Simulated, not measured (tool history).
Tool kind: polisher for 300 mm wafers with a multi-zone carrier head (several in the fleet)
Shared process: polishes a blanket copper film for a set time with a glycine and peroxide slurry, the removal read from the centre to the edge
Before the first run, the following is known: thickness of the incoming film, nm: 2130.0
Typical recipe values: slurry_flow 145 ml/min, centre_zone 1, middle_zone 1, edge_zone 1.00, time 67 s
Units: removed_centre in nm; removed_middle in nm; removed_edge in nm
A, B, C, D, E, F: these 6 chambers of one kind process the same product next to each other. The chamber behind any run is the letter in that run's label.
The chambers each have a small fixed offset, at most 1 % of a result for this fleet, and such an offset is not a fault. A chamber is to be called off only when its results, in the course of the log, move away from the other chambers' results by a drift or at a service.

run,day,slurry_flow,centre_zone,middle_zone,edge_zone,time,wafers polished on this pad,hours since the slurry nozzle was cleaned,hours since the centre zone pressure was calibrated,hours since the edge zone pressure was calibrated,removed_centre,removed_middle,removed_edge
# day 0.046: chamber B: worn pad replaced by a new one
1D,0.192,145,1,1,1.00,67,362,166.5,86.2,941.5,440.61,428.41,420.92
2E,0.317,145,1,1,1.00,67,218,55.4,215.6,813.0,425.41,446.45,433.62
3C,0.496,145,1,1,1.00,67,466,149.6,657.1,478.1,449.44,445.33,440.18
# day 0.621: chamber F: worn pad replaced by a new one
4A,0.638,145,1,1,1.00,67,520,15.5,24.6,170.6,443.38,435.48,443.77
5B,0.804,145,1,1,1.00,67,138,282.7,199.7,459.9,446.88,443.26,434.63
# day 0.929: chamber A: worn pad replaced by a new one
6F,0.938,145,1,1,1.00,67,57,146.9,53.3,33.4,445.95,429.51,429.43
7F,1.100,145,1,1,1.00,67,87,150.8,57.2,37.3,438.19,432.13,429.35
8C,1.250,145,1,1,1.00,67,603,167.7,675.2,496.2,433.40,438.14,423.67
9E,1.417,145,1,1,1.00,67,418,81.8,242.0,839.4,429.65,435.67,433.13
10A,1.588,145,1,1,1.00,67,120,38.3,47.4,193.4,449.06,439.46,440.88
11D,1.779,145,1,1,1.00,67,651,204.6,124.3,979.6,439.04,432.58,430.63
# day 1.783: chamber D: slurry nozzle cleaned
# day 1.879: chamber D: edge zone pressure recalibrated
12B,1.925,145,1,1,1.00,67,342,309.6,226.6,486.8,433.27,441.34,437.86
13F,2.117,145,1,1,1.00,67,272,175.2,81.6,61.7,435.91,431.01,430.97
14E,2.300,145,1,1,1.00,67,579,103.0,263.2,860.6,429.87,444.79,436.40
15A,2.412,145,1,1,1.00,67,270,58.1,67.2,213.2,431.84,430.76,434.47
16B,2.508,145,1,1,1.00,67,448,323.6,240.6,500.8,437.95,445.66,432.22
17D,2.625,145,1,1,1.00,67,805,20.3,144.6,18.0,434.13,438.44,430.48
18C,2.796,145,1,1,1.00,67,884,204.8,712.3,533.3,434.44,421.53,432.52
19D,2.979,145,1,1,1.00,67,869,28.8,153.1,26.5,433.12,431.93,429.01
20B,3.075,145,1,1,1.00,67,551,337.2,254.2,514.4,437.58,431.07,440.55
21C,3.192,145,1,1,1.00,67,956,214.3,721.8,542.8,428.79,436.63,427.59
22E,3.308,145,1,1,1.00,67,762,127.2,287.4,884.8,423.22,426.38,436.36
23A,3.392,145,1,1,1.00,67,448,81.6,90.7,236.7,449.41,445.12,436.91
# day 3.521: chamber E: worn pad replaced by a new one
24F,3.579,145,1,1,1.00,67,538,210.3,116.7,96.8,423.55,431.09,427.44
25B,3.704,145,1,1,1.00,67,665,352.3,269.3,529.5,454.40,436.94,439.86
26A,3.842,145,1,1,1.00,60,530,92.4,101.5,247.5,390.35,393.57,393.48
# day 3.871: chamber A: worn pad replaced by a new one
27E,3.971,145,1,1,1.00,60,81,143.1,303.3,900.7,389.69,397.56,387.34
# day 4.046: chamber D: worn pad replaced by a new one
# day 4.117: chamber C: centre zone pressure recalibrated
28D,4.158,145,1,1,1.00,60,20,57.1,181.4,54.8,396.41,390.75,380.67
29F,4.346,145,1,1,1.00,60,677,228.7,135.1,115.2,387.83,385.40,377.25
30C,4.483,145,1,1,1.00,60,1191,245.3,8.9,573.8,366.92,367.33,371.14
# day 4.579: chamber F: worn pad replaced by a new one
31F,4.612,145,1,1,1.00,60,6,235.1,141.5,121.6,386.40,385.34,398.90
32B,4.800,145,1,1,1.00,67,865,378.6,295.6,555.8,439.89,436.35,449.64
33E,4.933,145,1,1,1.00,67,256,166.2,326.4,923.8,436.13,432.62,428.38
34A,5.088,145,1,1,0.96,67,221,122.3,131.4,277.4,420.58,435.96,433.77
# day 5.171: chamber E: edge zone pressure recalibrated
35D,5.254,145,1,1,0.96,67,219,83.4,207.7,81.1,430.71,439.35,418.87
# day 5.279: chamber B: worn pad replaced by a new one
36C,5.392,145,1,1,0.96,67,1356,267.1,30.7,595.6,403.76,401.88,388.86
# day 5.492: chamber B: slurry nozzle cleaned
37A,5.525,145,1,1,0.96,67,300,132.8,141.9,287.9,440.37,440.56,436.08
38D,5.633,145,1,1,0.96,67,288,92.5,216.8,90.2,437.07,437.41,425.78
39E,5.729,145,1,1,0.96,67,401,185.3,345.5,13.4,431.99,437.41,420.31
40B,5.871,145,1,1,1.00,67,108,9.1,321.3,581.5,428.25,422.75,440.68
41C,5.992,145,1,1,1.00,67,1465,281.5,45.1,610.0,403.60,410.05,391.49
42F,6.129,145,1,1,1.00,67,281,271.5,177.9,158.0,428.95,435.61,426.09
43B,6.308,175,1,1,1.00,67,187,19.6,331.8,592.0,460.56,450.48,439.63

Is one chamber off against the others, does the gauge drift, or is nothing wrong? If a chamber is off, say which, and what the likeliest cause is.

It is chamber C that slowly wanders off from its peers.
What lies behind it: removal rate lost through wear of the pad, % = 11.
The log may not separate it from: slurry flow missing at the pad, %.

Chamber C could run next with any of the 4 candidate recipes listed below; each alters the usual settings, and their results appear as question marks. Which one brings its results back in line with what the other chambers deliver on the usual settings?
In line means no further than this from the other chambers' mean on the usual settings: removed_centre 19.00 nm; removed_middle 22.00 nm; removed_edge 19.00 nm
44C-1,6.454,145,1.00,1,0.99,60,,,,,?,?,?
44C-2,6.454,150,1.00,1,1.01,82,,,,,?,?,?
44C-3,6.454,140,1.01,1,0.99,54,,,,,?,?,?
44C-4,6.454,145,1.00,1,1.01,74,,,,,?,?,?

Usual-settings mean across the other chambers: removed_centre 436.57 nm; removed_middle 434.98 nm; removed_edge 434.55 nm
run,removed_centre,removed_middle,removed_edge
44C-1,352.32,349.19,346.23
44C-2,485.12,480.38,480.49
44C-3,318.05,312.04,310.04
44C-4,434.53,430.66,431.57
Change 44C-4 lands the chamber within the allowed miss of the other chambers.

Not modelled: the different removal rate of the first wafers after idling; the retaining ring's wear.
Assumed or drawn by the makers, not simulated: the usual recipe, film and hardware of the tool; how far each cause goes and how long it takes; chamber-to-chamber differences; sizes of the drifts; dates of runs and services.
